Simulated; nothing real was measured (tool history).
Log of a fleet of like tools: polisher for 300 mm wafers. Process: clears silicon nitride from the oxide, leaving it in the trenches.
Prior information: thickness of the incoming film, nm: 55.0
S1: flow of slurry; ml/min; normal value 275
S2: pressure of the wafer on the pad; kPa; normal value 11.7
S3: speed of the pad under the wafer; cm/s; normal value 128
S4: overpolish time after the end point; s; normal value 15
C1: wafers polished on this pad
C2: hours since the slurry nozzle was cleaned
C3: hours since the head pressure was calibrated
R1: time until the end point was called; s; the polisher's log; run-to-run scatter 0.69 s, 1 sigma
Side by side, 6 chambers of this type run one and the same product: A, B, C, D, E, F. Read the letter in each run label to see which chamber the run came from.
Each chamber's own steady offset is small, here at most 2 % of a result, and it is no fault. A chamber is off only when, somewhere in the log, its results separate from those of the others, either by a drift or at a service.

run 1C hour=7.4 | S1=275 S2=11.7 S3=128 S4=15 | C1=347 C2=71.6 C3=453.4 | R1=67.465
run 2A hour=18.0 | S1=275 S2=11.7 S3=128 S4=15 | C1=654 C2=344.4 C3=235.8 | R1=66.986
run 3B hour=25.2 | S1=275 S2=11.7 S3=128 S4=15 | C1=243 C2=436.0 C3=799.4 | R1=69.349
run 4F hour=31.3 | S1=275 S2=11.7 S3=128 S4=15 | C1=761 C2=530.2 C3=1223.1 | R1=66.301
run 5E hour=37.5 | S1=275 S2=11.7 S3=128 S4=15 | C1=475 C2=570.4 C3=724.7 | R1=66.964
-- hour=39.3 chamber E: worn pad replaced by a new one
-- hour=45.6 chamber F: head pressure recalibrated
run 6D hour=45.7 | S1=275 S2=9.0 S3=128 S4=15 | C1=421 C2=392.1 C3=752.8 | R1=87.638
-- hour=46.3 chamber C: worn pad replaced by a new one
run 7F hour=53.9 | S1=275 S2=9.0 S3=128 S4=15 | C1=930 C2=552.8 C3=8.3 | R1=88.683
run 8C hour=62.7 | S1=275 S2=9.0 S3=128 S4=15 | C1=123 C2=126.9 C3=508.7 | R1=87.048
run 9D hour=71.2 | S1=275 S2=9.0 S3=128 S4=15 | C1=612 C2=417.6 C3=778.3 | R1=88.322
-- hour=71.7 chamber F: worn pad replaced by a new one
-- hour=73.0 chamber A: slurry nozzle cleaned
-- hour=74.1 chamber B: worn pad replaced by a new one
run 10E hour=81.4 | S1=275 S2=9.0 S3=128 S4=15 | C1=315 C2=614.3 C3=768.6 | R1=87.679
run 11B hour=91.5 | S1=275 S2=9.0 S3=128 S4=15 | C1=130 C2=502.3 C3=865.7 | R1=89.035
run 12A hour=99.1 | S1=205 S2=14.5 S3=128 S4=15 | C1=1262 C2=26.2 C3=316.9 | R1=58.076
run 13A hour=105.8 | S1=205 S2=14.5 S3=128 S4=15 | C1=1312 C2=32.9 C3=323.6 | R1=55.847
-- hour=110.8 chamber E: worn pad replaced by a new one
run 14F hour=110.8 | S1=205 S2=14.5 S3=128 S4=15 | C1=293 C2=609.7 C3=65.2 | R1=55.805
run 15E hour=120.5 | S1=205 S2=14.5 S3=128 S4=15 | C1=73 C2=653.4 C3=807.7 | R1=56.237
run 16B hour=130.6 | S1=205 S2=14.5 S3=128 S4=15 | C1=424 C2=541.4 C3=904.8 | R1=58.033
-- hour=132.1 chamber C: worn pad replaced by a new one
run 17C hour=136.1 | S1=205 S2=14.5 S3=128 S4=15 | C1=30 C2=200.3 C3=582.1 | R1=57.204
run 18D hour=142.3 | S1=275 S2=11.7 S3=128 S4=15 | C1=1145 C2=488.7 C3=849.4 | R1=69.408
run 19C hour=152.6 | S1=275 S2=11.7 S3=128 S4=15 | C1=153 C2=216.8 C3=598.6 | R1=67.981
-- hour=161.0 chamber D: worn pad replaced by a new one
run 20A hour=163.5 | S1=275 S2=11.7 S3=128 S4=15 | C1=1745 C2=90.6 C3=381.3 | R1=67.694
-- hour=170.7 chamber B: worn pad replaced by a new one
run 21F hour=173.6 | S1=275 S2=11.7 S3=128 S4=15 | C1=764 C2=672.5 C3=128.0 | R1=67.232
-- hour=178.9 chamber E: slurry nozzle cleaned
run 22B hour=182.7 | S1=275 S2=11.7 S3=128 S4=15 | C1=90 C2=593.5 C3=956.9 | R1=67.668
-- hour=184.0 chamber E: worn pad replaced by a new one
run 23D hour=191.2 | S1=275 S2=11.7 S3=128 S4=15 | C1=226 C2=537.6 C3=898.3 | R1=67.421
run 24E hour=196.6 | S1=275 S2=11.7 S3=128 S4=15 | C1=94 C2=17.8 C3=883.8 | R1=67.763
run 25A hour=201.8 | S1=275 S2=11.7 S3=128 S4=15 | C1=2032 C2=128.9 C3=419.6 | R1=69.926
-- hour=208.6 chamber F: slurry nozzle cleaned
run 26B hour=210.0 | S1=275 S2=11.7 S3=128 S4=15 | C1=295 C2=620.8 C3=984.2 | R1=69.321
run 27F hour=216.9 | S1=275 S2=11.7 S3=128 S4=15 | C1=1088 C2=8.4 C3=171.3 | R1=66.193
-- hour=219.5 chamber F: worn pad replaced by a new one
-- hour=223.0 chamber C: worn pad replaced by a new one
run 28D hour=227.7 | S1=340 S2=11.7 S3=128 S4=23 | C1=500 C2=574.1 C3=934.8 | R1=66.561
run 29E hour=235.4 | S1=340 S2=11.7 S3=128 S4=23 | C1=385 C2=56.6 C3=922.6 | R1=66.773
-- hour=235.6 chamber C: slurry nozzle cleaned
-- hour=236.3 chamber C: head pressure recalibrated
run 30C hour=246.2 | S1=340 S2=11.7 S3=128 S4=23 | C1=174 C2=10.7 C3=9.9 | R1=65.451
-- hour=251.7 chamber E: worn pad replaced by a new one
run 31D hour=254.6 | S1=340 S2=11.7 S3=128 S4=23 | C1=702 C2=601.0 C3=961.7 | R1=66.201
-- hour=260.7 chamber B: worn pad replaced by a new one
run 32E hour=261.1 | S1=340 S2=11.7 S3=128 S4=23 | C1=71 C2=82.3 C3=948.3 | R1=64.848
run 33A hour=265.9 | S1=340 S2=11.7 S3=128 S4=23 | C1=2512 C2=193.0 C3=483.7 | R1=68.847
run 34B hour=272.0 | S1=275 S2=11.7 S3=128 S4=15 | C1=84 C2=682.8 C3=1046.2 | R1=67.262
run 35C hour=281.5 | S1=275 S2=11.7 S3=128 S4=15 | C1=438 C2=46.0 C3=45.2 | R1=67.445
run 36F hour=291.5 | S1=275 S2=11.7 S3=128 S4=15 | C1=539 C2=83.0 C3=245.9 | R1=67.244
run 37B hour=297.0 | S1=275 S2=11.7 S3=128 S4=15 | C1=272 C2=707.8 C3=1071.2 | R1=68.659
-- hour=301.6 chamber D: head pressure recalibrated
run 38E hour=306.5 | S1=275 S2=11.7 S3=128 S4=15 | C1=411 C2=127.7 C3=993.7 | R1=66.593
run 39C hour=314.6 | S1=275 S2=11.7 S3=128 S4=15 | C1=687 C2=79.1 C3=78.3 | R1=67.432
-- hour=320.5 chamber C: worn pad replaced by a new one
run 40A hour=321.0 | S1=275 S2=11.7 S3=128 S4=15 | C1=2926 C2=248.1 C3=538.8 | R1=70.501
run 41D hour=328.4 | S1=275 S2=11.7 S3=128 S4=15 | C1=1255 C2=674.8 C3=26.9 | R1=67.336
run 42F hour=337.9 | S1=275 S2=11.7 S3=128 S4=15 | C1=887 C2=129.4 C3=292.3 | R1=67.073
run 43C hour=347.3 | S1=275 S2=13.8 S3=128 S4=15 | C1=201 C2=111.8 C3=111.0 | R1=57.555

What goes on in this fleet: one chamber off, a drifting gauge, or nothing beyond the chambers' own small offsets? Name the chamber and the cause, if any.

Chamber A drifts away from the others.
Likeliest cause: removal rate lost through wear of the pad, % = 6.07.
The log may not tell that from: head's pressure below its setpoint, %.

Which of the 4 candidates below, each the usual settings with something changed and its results left as question marks, puts chamber A back in line with what the other chambers give on the usual settings?
Allowed miss from the other chambers' usual-settings mean, per result, to count as in line: R1 2.400 s
run 44A-1 hour=355.2 | S1=275 S2=11.0 S3=128 S4=15 | R1=?
run 44A-2 hour=355.2 | S1=275 S2=12.4 S3=136 S4=15 | R1=?
run 44A-3 hour=355.2 | S1=275 S2=12.4 S3=128 S4=15 | R1=?
run 44A-4 hour=355.2 | S1=275 S2=11.0 S3=120 S4=15 | R1=?

Usual-settings mean across the other chambers: R1 67.760 s
run=44A-1 R1=76.780
run=44A-2 R1=64.402
run=44A-3 R1=68.367
run=44A-4 R1=81.817
The right change is 44A-3: it brings the chamber back within the allowed miss of the others.

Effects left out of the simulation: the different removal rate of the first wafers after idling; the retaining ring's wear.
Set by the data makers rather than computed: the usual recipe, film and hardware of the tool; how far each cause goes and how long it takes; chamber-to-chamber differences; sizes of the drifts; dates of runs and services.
